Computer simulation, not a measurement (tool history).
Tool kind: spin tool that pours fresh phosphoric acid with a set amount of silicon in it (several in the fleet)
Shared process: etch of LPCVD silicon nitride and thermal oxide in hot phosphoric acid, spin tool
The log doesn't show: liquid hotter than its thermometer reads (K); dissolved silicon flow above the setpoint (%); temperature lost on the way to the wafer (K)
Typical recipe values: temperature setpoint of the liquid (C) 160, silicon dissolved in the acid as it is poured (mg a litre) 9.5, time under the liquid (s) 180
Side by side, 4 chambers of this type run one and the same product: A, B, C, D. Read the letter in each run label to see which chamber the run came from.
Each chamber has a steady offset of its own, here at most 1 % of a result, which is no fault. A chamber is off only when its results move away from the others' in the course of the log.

run	hour	temperature setpoint of the liquid (C)	silicon dissolved in the acid as it is poured (mg a litre)	time under the liquid (s)	hours since the thermometer was replaced	hours since the dissolved silicon flow meter was replaced	hours since the heated supply line was repaired	read-back film thickness of the LPCVD silicon nitride reference wafer, read on the same gauge (nm)	read-back film thickness of the thermal oxide reference wafer, read on the same gauge (nm)	thickness taken off the LPCVD silicon nitride on a monitor wafer (nm)	thickness taken off the thermal oxide on a monitor wafer (nm)
1B	7.5	160	9.5	180	641.5	743.2	450.4	150.01	130	15.594	0.43887
2D	14.4	160	9.5	180	894	900.3	1267.5	150	130	15.792	0.40418
3C	20.8	160	9.5	180	452.3	768.1	2305	150.03	129.98	15.731	0.38904
4A	28.5	160	9.5	180	2200.4	347	604.9	149.95	130.01	15.97	0.40721
5D	35.6	160	4.5	180	915.2	921.5	1288.7	149.98	130.01	16.005	0.51835
6A	41.9	160	4.5	180	2213.8	360.4	618.3	149.99	129.99	15.661	0.4224
7C	47.6	160	4.5	180	479.1	794.9	2331.8	150.01	129.98	15.679	0.43331
8B	55.4	160	4.5	180	689.4	791.1	498.3	149.99	129.99	15.888	0.48457
9D	60.5	160	9.5	180	940.1	946.4	1313.6	149.98	129.97	15.976	0.46132
10B	64.6	160	9.5	180	698.6	800.3	507.5	150.03	129.99	15.789	0.39281
11C	72.8	160	9.5	180	504.3	820.1	2357	149.98	130	15.775	0.37828
12A	79.1	160	9.5	180	2251	397.6	655.5	149.93	130.01	15.763	0.40027
13C	83	160	9.5	180	514.5	830.3	2367.2	150.01	129.99	15.523	0.39122
14A	88.4	160	16.5	180	2260.3	406.9	664.8	149.99	130	15.859	0.32616
15D	96.8	160	16.5	180	976.4	982.7	1349.9	150.02	130	16.144	0.33814
16B	104.5	160	16.5	180	738.5	840.2	547.4	150	130.01	15.652	0.32225
17C	110.1	160	16.5	180	541.6	857.4	2394.3	149.97	130	15.864	0.34014
18B	117.7	160	9.5	180	751.7	853.4	560.6	149.99	130.02	15.647	0.42264
19D	124.4	160	9.5	180	1004	1010.3	1377.5	149.99	130.01	15.913	0.43378
20A	129.4	158.5	9.5	255	2301.3	447.9	705.8	150.01	130	21.075	0.5237
21D	137.6	158.5	9.5	255	1017.2	1023.5	1390.7	150.02	129.99	21.616	0.56905
22C	143.4	158.5	9.5	255	574.9	890.7	2427.6	150.01	130.02	21.154	0.5079
23A	150.1	158.5	9.5	255	2322	468.6	726.5	150.02	130.01	21.21	0.47129
24B	156.3	160	9.5	180	790.3	892	599.2	150	130.01	15.501	0.41164
25B	162.1	160	9.5	180	796.1	897.8	605	150.04	130.01	15.633	0.42157
26C	166.1	160	9.5	180	597.6	913.4	2450.3	150.03	129.99	15.436	0.32625
27A	174	161	4	180	2345.9	492.5	750.4	150.02	129.99	16.151	0.43495
28D	182.9	161	4	180	1062.5	1068.8	1436	149.97	130.01	16.676	0.50963
29D	189.6	161	4	180	1069.2	1075.5	1442.7	149.97	130	16.088	0.49378
30A	196.2	161	4	180	2368.1	514.7	772.6	150	129.99	15.848	0.43483
31C	200.4	160	9.5	180	631.9	947.7	2484.6	149.97	130	15.841	0.45227
32B	205.2	160	9.5	180	839.2	940.9	648.1	149.99	130.01	15.922	0.43896
33C	212.4	160	9.5	180	643.9	959.7	2496.6	150.03	129.99	15.575	0.42513
34B	217.3	160	9.5	180	851.3	953	660.2	150.04	129.98	15.481	0.34187
35D	224.7	160	9.5	180	1104.3	1110.6	1477.8	149.98	130	15.749	0.39855
36A	231.6	160	9.5	180	2403.5	550.1	808	150.01	130.02	15.355	0.3702

All chambers now run identical settings, listed one chamber a line with results as question marks. What results will each chamber show?
37A	237.9	160	9.5	180						?	?
37B	237.9	160	9.5	180						?	?
37C	237.9	160	9.5	180						?	?
37D	237.9	160	9.5	180						?	?

run	thickness taken off the LPCVD silicon nitride on a monitor wafer (nm)	thickness taken off the thermal oxide on a monitor wafer (nm)
37A	15.282	0.38537
37B	15.886	0.40176
37C	15.657	0.38983
37D	15.768	0.43219

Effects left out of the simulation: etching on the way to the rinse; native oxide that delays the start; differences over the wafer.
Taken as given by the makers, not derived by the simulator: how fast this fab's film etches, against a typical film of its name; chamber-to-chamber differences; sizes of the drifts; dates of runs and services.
